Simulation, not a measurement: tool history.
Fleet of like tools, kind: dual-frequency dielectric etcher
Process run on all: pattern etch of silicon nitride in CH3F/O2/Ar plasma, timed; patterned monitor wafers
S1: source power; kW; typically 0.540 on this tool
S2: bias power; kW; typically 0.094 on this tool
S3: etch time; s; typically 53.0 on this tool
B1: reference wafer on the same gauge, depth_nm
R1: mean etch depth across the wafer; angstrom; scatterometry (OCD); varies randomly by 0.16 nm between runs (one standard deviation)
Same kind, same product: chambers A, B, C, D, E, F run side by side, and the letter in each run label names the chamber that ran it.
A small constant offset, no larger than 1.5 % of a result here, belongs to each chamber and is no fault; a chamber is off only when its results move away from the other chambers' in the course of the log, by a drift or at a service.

run   hour     S1     S2    S3      B1      R1
 1B    8.1  0.540  0.094  53.0  37.952  457.39
 2E   17.0  0.540  0.094  53.0  38.011  457.60
      22.5  -- chamber D: wet clean of the chamber
 3F   24.6  0.540  0.094  53.0  37.992  454.03
      30.2  -- chamber B: wet clean of the chamber
 4A   35.4  0.540  0.094  53.0  37.979  457.93
 5D   45.2  0.660  0.094  68.5  38.010  635.54
      49.1  -- chamber A: bias power generator calibrated
 6C   53.6  0.660  0.094  68.5  37.990  645.53
 7D   60.4  0.660  0.094  68.5  37.997  635.50
 8B   70.9  0.660  0.094  68.5  37.987  630.79
 9A   79.9  0.660  0.094  68.5  38.046  636.80
10E   87.1  0.660  0.094  68.5  37.995  635.46
11C   95.1  0.540  0.094  53.0  37.999  460.30
12F  104.2  0.540  0.094  53.0  37.991  453.08
13D  116.1  0.540  0.094  53.0  38.042  457.27
14B  122.8  0.540  0.094  53.0  38.013  455.57
15A  133.4  0.540  0.094  53.0  37.984  454.58
16C  145.3  0.540  0.094  53.0  37.980  459.46
17E  151.9  0.540  0.094  53.0  37.990  456.02
18F  161.3  0.540  0.094  53.0  37.985  453.01
19E  170.2  0.540  0.094  53.0  37.946  454.02
20F  179.5  0.540  0.094  53.0  37.986  453.42
21C  189.4  0.540  0.094  53.0  38.002  463.15
     190.2  -- chamber E: bias power generator calibrated
22B  198.3  0.540  0.094  53.0  38.028  458.21
23A  204.6  0.540  0.094  53.0  37.980  453.90
24D  210.0  0.600  0.094  53.0  37.994  476.59
25C  219.3  0.600  0.094  53.0  38.004  481.11
26A  228.2  0.600  0.094  53.0  37.993  472.80
27F  240.0  0.600  0.094  53.0  37.992  470.94
28E  250.1  0.600  0.094  53.0  38.000  475.92
     257.5  -- chamber E: wet clean of the chamber
29B  261.5  0.600  0.094  53.0  37.979  472.66
30D  269.5  0.540  0.094  53.0  38.016  460.47
31F  280.5  0.650  0.083  53.0  37.990  462.50
32A  288.8  0.650  0.083  53.0  37.958  465.01
33C  295.3  0.650  0.083  53.0  38.021  474.60
34E  302.6  0.650  0.083  53.0  38.024  467.35
35D  311.6  0.650  0.083  53.0  37.995  471.11
36B  319.4  0.650  0.083  53.0  37.962  467.40
37D  331.0  0.540  0.094  53.0  38.033  456.08
38C  338.6  0.540  0.083  53.0  37.998  442.73
39F  350.4  0.540  0.083  53.0  37.987  435.15
40B  360.1  0.540  0.083  53.0  38.016  438.36
41A  369.5  0.540  0.083  53.0  38.016  436.95
42E  376.6  0.540  0.083  53.0  37.996  434.97

Each of the 6 chambers runs these same settings next. Fill in every chamber's results:
43A  385.3  0.540  0.080  53.0       ?
43B  385.3  0.540  0.080  53.0       ?
43C  385.3  0.540  0.080  53.0       ?
43D  385.3  0.540  0.080  53.0       ?
43E  385.3  0.540  0.080  53.0       ?
43F  385.3  0.540  0.080  53.0       ?

run      R1
43A  430.22
43B  429.90
43C  434.45
43D  431.79
43E  430.91
43F  428.36
